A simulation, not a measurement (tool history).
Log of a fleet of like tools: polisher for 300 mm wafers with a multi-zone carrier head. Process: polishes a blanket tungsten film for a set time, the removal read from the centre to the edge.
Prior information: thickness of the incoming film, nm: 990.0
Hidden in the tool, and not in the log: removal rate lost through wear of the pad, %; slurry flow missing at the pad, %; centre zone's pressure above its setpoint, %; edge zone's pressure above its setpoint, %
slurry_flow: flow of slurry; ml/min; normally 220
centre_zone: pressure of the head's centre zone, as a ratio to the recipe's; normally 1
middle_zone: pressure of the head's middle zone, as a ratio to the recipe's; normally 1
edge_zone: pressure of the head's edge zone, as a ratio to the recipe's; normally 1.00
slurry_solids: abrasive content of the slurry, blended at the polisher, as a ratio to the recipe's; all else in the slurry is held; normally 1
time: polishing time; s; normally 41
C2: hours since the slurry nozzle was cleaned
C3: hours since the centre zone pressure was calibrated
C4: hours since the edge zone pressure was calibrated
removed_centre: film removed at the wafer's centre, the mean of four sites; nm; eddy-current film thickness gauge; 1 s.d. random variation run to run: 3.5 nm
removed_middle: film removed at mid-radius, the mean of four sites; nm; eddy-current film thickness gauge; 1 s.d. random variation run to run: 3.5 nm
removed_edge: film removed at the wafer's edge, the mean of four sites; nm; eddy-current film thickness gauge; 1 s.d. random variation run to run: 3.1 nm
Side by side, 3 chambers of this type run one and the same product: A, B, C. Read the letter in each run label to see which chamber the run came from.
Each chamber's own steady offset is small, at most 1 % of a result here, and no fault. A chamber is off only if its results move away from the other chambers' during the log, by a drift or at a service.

-- hour=1.5 chamber C: worn pad replaced by a new one
run 1B hour=3.6 | slurry_flow=220 centre_zone=1 middle_zone=1 edge_zone=1.00 slurry_solids=1 time=41 | wafers_polished_on_this_pad=691 C2=85.8 C3=134.7 C4=745.1 | removed_centre=344.81 removed_middle=345.43 removed_edge=339.41
run 2A hour=9.1 | slurry_flow=220 centre_zone=1 middle_zone=1 edge_zone=1.00 slurry_solids=1 time=41 | wafers_polished_on_this_pad=879 C2=17.9 C3=150.6 C4=872.5 | removed_centre=335.53 removed_middle=336.01 removed_edge=337.14
-- hour=12.0 chamber B: worn pad replaced by a new one
run 3C hour=13.7 | slurry_flow=220 centre_zone=1 middle_zone=1 edge_zone=1.00 slurry_solids=1 time=41 | wafers_polished_on_this_pad=191 C2=478.6 C3=599.0 C4=197.7 | removed_centre=339.74 removed_middle=336.16 removed_edge=339.05
run 4A hour=16.9 | slurry_flow=220 centre_zone=1 middle_zone=1 edge_zone=1.00 slurry_solids=1 time=41 | wafers_polished_on_this_pad=1002 C2=25.7 C3=158.4 C4=880.3 | removed_centre=343.21 removed_middle=336.58 removed_edge=342.08
run 5B hour=21.3 | slurry_flow=220 centre_zone=1 middle_zone=1 edge_zone=1.00 slurry_solids=1 time=41 | wafers_polished_on_this_pad=146 C2=103.5 C3=152.4 C4=762.8 | removed_centre=343.00 removed_middle=338.16 removed_edge=338.25
run 6C hour=26.9 | slurry_flow=220 centre_zone=1 middle_zone=1 edge_zone=1.00 slurry_solids=1 time=41 | wafers_polished_on_this_pad=398 C2=491.8 C3=612.2 C4=210.9 | removed_centre=340.00 removed_middle=337.15 removed_edge=339.79
run 7B hour=31.5 | slurry_flow=220 centre_zone=1 middle_zone=1 edge_zone=1.00 slurry_solids=1 time=41 | wafers_polished_on_this_pad=306 C2=113.7 C3=162.6 C4=773.0 | removed_centre=344.32 removed_middle=344.39 removed_edge=334.88
run 8A hour=37.4 | slurry_flow=220 centre_zone=1 middle_zone=1 edge_zone=1.00 slurry_solids=1 time=41 | wafers_polished_on_this_pad=1323 C2=46.2 C3=178.9 C4=900.8 | removed_centre=342.23 removed_middle=348.00 removed_edge=338.27
run 9C hour=43.7 | slurry_flow=220 centre_zone=1 middle_zone=1 edge_zone=1.00 slurry_solids=1 time=41 | wafers_polished_on_this_pad=662 C2=508.6 C3=629.0 C4=227.7 | removed_centre=338.18 removed_middle=333.12 removed_edge=337.07
run 10A hour=50.5 | slurry_flow=220 centre_zone=1 middle_zone=1 edge_zone=1.00 slurry_solids=1 time=41 | wafers_polished_on_this_pad=1529 C2=59.3 C3=192.0 C4=913.9 | removed_centre=338.55 removed_middle=347.90 removed_edge=343.38
run 11B hour=54.3 | slurry_flow=220 centre_zone=1 middle_zone=1 edge_zone=1.00 slurry_solids=1 time=41 | wafers_polished_on_this_pad=664 C2=136.5 C3=185.4 C4=795.8 | removed_centre=336.82 removed_middle=342.80 removed_edge=338.59
-- hour=59.8 chamber C: worn pad replaced by a new one
run 12C hour=59.9 | slurry_flow=220 centre_zone=1 middle_zone=1 edge_zone=1.00 slurry_solids=1 time=41 | wafers_polished_on_this_pad=1 C2=524.8 C3=645.2 C4=243.9 | removed_centre=336.06 removed_middle=333.28 removed_edge=336.80
-- hour=61.0 chamber B: worn pad replaced by a new one
run 13B hour=65.0 | slurry_flow=220 centre_zone=1 middle_zone=1 edge_zone=1.00 slurry_solids=1 time=41 | wafers_polished_on_this_pad=62 C2=147.2 C3=196.1 C4=806.5 | removed_centre=340.71 removed_middle=339.49 removed_edge=336.81
run 14A hour=70.2 | slurry_flow=220 centre_zone=1 middle_zone=1 edge_zone=1.00 slurry_solids=1 time=41 | wafers_polished_on_this_pad=1838 C2=79.0 C3=211.7 C4=933.6 | removed_centre=335.22 removed_middle=345.41 removed_edge=340.13
run 15C hour=75.4 | slurry_flow=220 centre_zone=1 middle_zone=1 edge_zone=1.00 slurry_solids=1 time=41 | wafers_polished_on_this_pad=244 C2=540.3 C3=660.7 C4=259.4 | removed_centre=341.49 removed_middle=336.40 removed_edge=341.63
run 16C hour=81.8 | slurry_flow=220 centre_zone=1 middle_zone=1 edge_zone=1.00 slurry_solids=1 time=41 | wafers_polished_on_this_pad=345 C2=546.7 C3=667.1 C4=265.8 | removed_centre=332.42 removed_middle=347.28 removed_edge=341.91
run 17A hour=87.1 | slurry_flow=220 centre_zone=1 middle_zone=1 edge_zone=1.00 slurry_solids=1 time=41 | wafers_polished_on_this_pad=2103 C2=95.9 C3=228.6 C4=950.5 | removed_centre=332.93 removed_middle=331.44 removed_edge=338.88
run 18B hour=92.3 | slurry_flow=220 centre_zone=1 middle_zone=1 edge_zone=1.00 slurry_solids=1 time=41 | wafers_polished_on_this_pad=491 C2=174.5 C3=223.4 C4=833.8 | removed_centre=344.99 removed_middle=342.57 removed_edge=342.56
run 19A hour=99.0 | slurry_flow=220 centre_zone=1 middle_zone=1 edge_zone=1.00 slurry_solids=1 time=41 | wafers_polished_on_this_pad=2290 C2=107.8 C3=240.5 C4=962.4 | removed_centre=331.27 removed_middle=331.69 removed_edge=328.25
run 20C hour=103.8 | slurry_flow=220 centre_zone=1 middle_zone=1 edge_zone=1.00 slurry_solids=1 time=41 | wafers_polished_on_this_pad=690 C2=568.7 C3=689.1 C4=287.8 | removed_centre=341.75 removed_middle=335.65 removed_edge=339.77
-- hour=106.3 chamber B: worn pad replaced by a new one
run 21B hour=108.5 | slurry_flow=220 centre_zone=1 middle_zone=1 edge_zone=1.00 slurry_solids=1 time=41 | wafers_polished_on_this_pad=34 C2=190.7 C3=239.6 C4=850.0 | removed_centre=340.68 removed_middle=339.19 removed_edge=335.04
run 22B hour=112.3 | slurry_flow=220 centre_zone=1 middle_zone=1 edge_zone=1.00 slurry_solids=1 time=41 | wafers_polished_on_this_pad=94 C2=194.5 C3=243.4 C4=853.8 | removed_centre=342.10 removed_middle=345.47 removed_edge=335.31
run 23C hour=119.2 | slurry_flow=220 centre_zone=1 middle_zone=1 edge_zone=1.00 slurry_solids=1 time=41 | wafers_polished_on_this_pad=931 C2=584.1 C3=704.5 C4=303.2 | removed_centre=340.14 removed_middle=340.54 removed_edge=344.60
-- hour=120.6 chamber C: worn pad replaced by a new one
run 24A hour=123.6 | slurry_flow=220 centre_zone=1 middle_zone=1 edge_zone=1.00 slurry_solids=1 time=41 | wafers_polished_on_this_pad=2676 C2=132.4 C3=265.1 C4=987.0 | removed_centre=318.11 removed_middle=321.66 removed_edge=327.75
run 25A hour=127.3 | slurry_flow=220 centre_zone=1 middle_zone=1 edge_zone=1.00 slurry_solids=1 time=41 | wafers_polished_on_this_pad=2734 C2=136.1 C3=268.8 C4=990.7 | removed_centre=318.23 removed_middle=322.41 removed_edge=319.72
run 26B hour=132.6 | slurry_flow=220 centre_zone=1 middle_zone=1 edge_zone=1.00 slurry_solids=1 time=41 | wafers_polished_on_this_pad=412 C2=214.8 C3=263.7 C4=874.1 | removed_centre=347.84 removed_middle=341.33 removed_edge=343.20
-- hour=134.8 chamber C: edge zone pressure recalibrated
run 27C hour=135.6 | slurry_flow=220 centre_zone=1 middle_zone=1 edge_zone=1.00 slurry_solids=1 time=41 | wafers_polished_on_this_pad=236 C2=600.5 C3=720.9 C4=0.9 | removed_centre=341.73 removed_middle=335.38 removed_edge=336.27
run 28C hour=140.1 | slurry_flow=220 centre_zone=1 middle_zone=1 edge_zone=1.00 slurry_solids=1 time=41 | wafers_polished_on_this_pad=306 C2=605.0 C3=725.4 C4=5.4 | removed_centre=334.51 removed_middle=333.05 removed_edge=334.74
run 29B hour=143.6 | slurry_flow=220 centre_zone=1 middle_zone=1 edge_zone=1.00 slurry_solids=1 time=41 | wafers_polished_on_this_pad=585 C2=225.8 C3=274.7 C4=885.1 | removed_centre=343.39 removed_middle=344.76 removed_edge=339.66
-- hour=147.9 chamber B: worn pad replaced by a new one
run 30A hour=148.0 | slurry_flow=220 centre_zone=1 middle_zone=1 edge_zone=1.00 slurry_solids=1 time=41 | wafers_polished_on_this_pad=3058 C2=156.8 C3=289.5 C4=1011.4 | removed_centre=316.10 removed_middle=319.93 removed_edge=313.57
run 31A hour=153.1 | slurry_flow=220 centre_zone=1 middle_zone=1 edge_zone=1.00 slurry_solids=1 time=41 | wafers_polished_on_this_pad=3138 C2=161.9 C3=294.6 C4=1016.5 | removed_centre=317.95 removed_middle=316.62 removed_edge=311.22
run 32B hour=159.4 | slurry_flow=220 centre_zone=1 middle_zone=1 edge_zone=1.00 slurry_solids=1 time=41 | wafers_polished_on_this_pad=181 C2=241.6 C3=290.5 C4=900.9 | removed_centre=345.65 removed_middle=342.37 removed_edge=334.83
run 33C hour=162.8 | slurry_flow=220 centre_zone=1 middle_zone=1 edge_zone=1.00 slurry_solids=1 time=41 | wafers_polished_on_this_pad=662 C2=627.7 C3=748.1 C4=28.1 | removed_centre=337.04 removed_middle=340.29 removed_edge=334.76
run 34B hour=167.5 | slurry_flow=220 centre_zone=1 middle_zone=1 edge_zone=1.00 slurry_solids=1 time=41 | wafers_polished_on_this_pad=308 C2=249.7 C3=298.6 C4=909.0 | removed_centre=340.37 removed_middle=342.65 removed_edge=345.28
run 35A hour=172.7 | slurry_flow=255 centre_zone=1 middle_zone=1 edge_zone=0.93 slurry_solids=1 time=41 | wafers_polished_on_this_pad=3446 C2=181.5 C3=314.2 C4=1036.1 | removed_centre=313.43 removed_middle=314.95 removed_edge=302.44
run 36C hour=177.2 | slurry_flow=255 centre_zone=1 middle_zone=1 edge_zone=0.93 slurry_solids=1 time=41 | wafers_polished_on_this_pad=888 C2=642.1 C3=762.5 C4=42.5 | removed_centre=346.39 removed_middle=344.72 removed_edge=329.41
-- hour=181.9 chamber C: worn pad replaced by a new one
run 37A hour=184.1 | slurry_flow=255 centre_zone=1 middle_zone=1 edge_zone=0.93 slurry_solids=1 time=41 | wafers_polished_on_this_pad=3625 C2=192.9 C3=325.6 C4=1047.5 | removed_centre=302.84 removed_middle=310.93 removed_edge=297.44
run 38C hour=188.7 | slurry_flow=220 centre_zone=1 middle_zone=1 edge_zone=1.00 slurry_solids=1 time=41 | wafers_polished_on_this_pad=107 C2=653.6 C3=774.0 C4=54.0 | removed_centre=339.27 removed_middle=339.28 removed_edge=344.55

All chambers now run identical settings, listed one chamber a line with results as question marks. What results will each chamber show?
run 39A hour=193.7 | slurry_flow=270 centre_zone=1 middle_zone=1 edge_zone=1.00 slurry_solids=1 time=41 | removed_centre=? removed_middle=? removed_edge=?
run 39B hour=193.7 | slurry_flow=270 centre_zone=1 middle_zone=1 edge_zone=1.00 slurry_solids=1 time=41 | removed_centre=? removed_middle=? removed_edge=?
run 39C hour=193.7 | slurry_flow=270 centre_zone=1 middle_zone=1 edge_zone=1.00 slurry_solids=1 time=41 | removed_centre=? removed_middle=? removed_edge=?

run=39A removed_centre=309.30 removed_middle=306.97 removed_edge=307.19
run=39B removed_centre=349.08 removed_middle=346.58 removed_edge=344.72
run=39C removed_centre=349.96 removed_middle=344.22 removed_edge=344.79
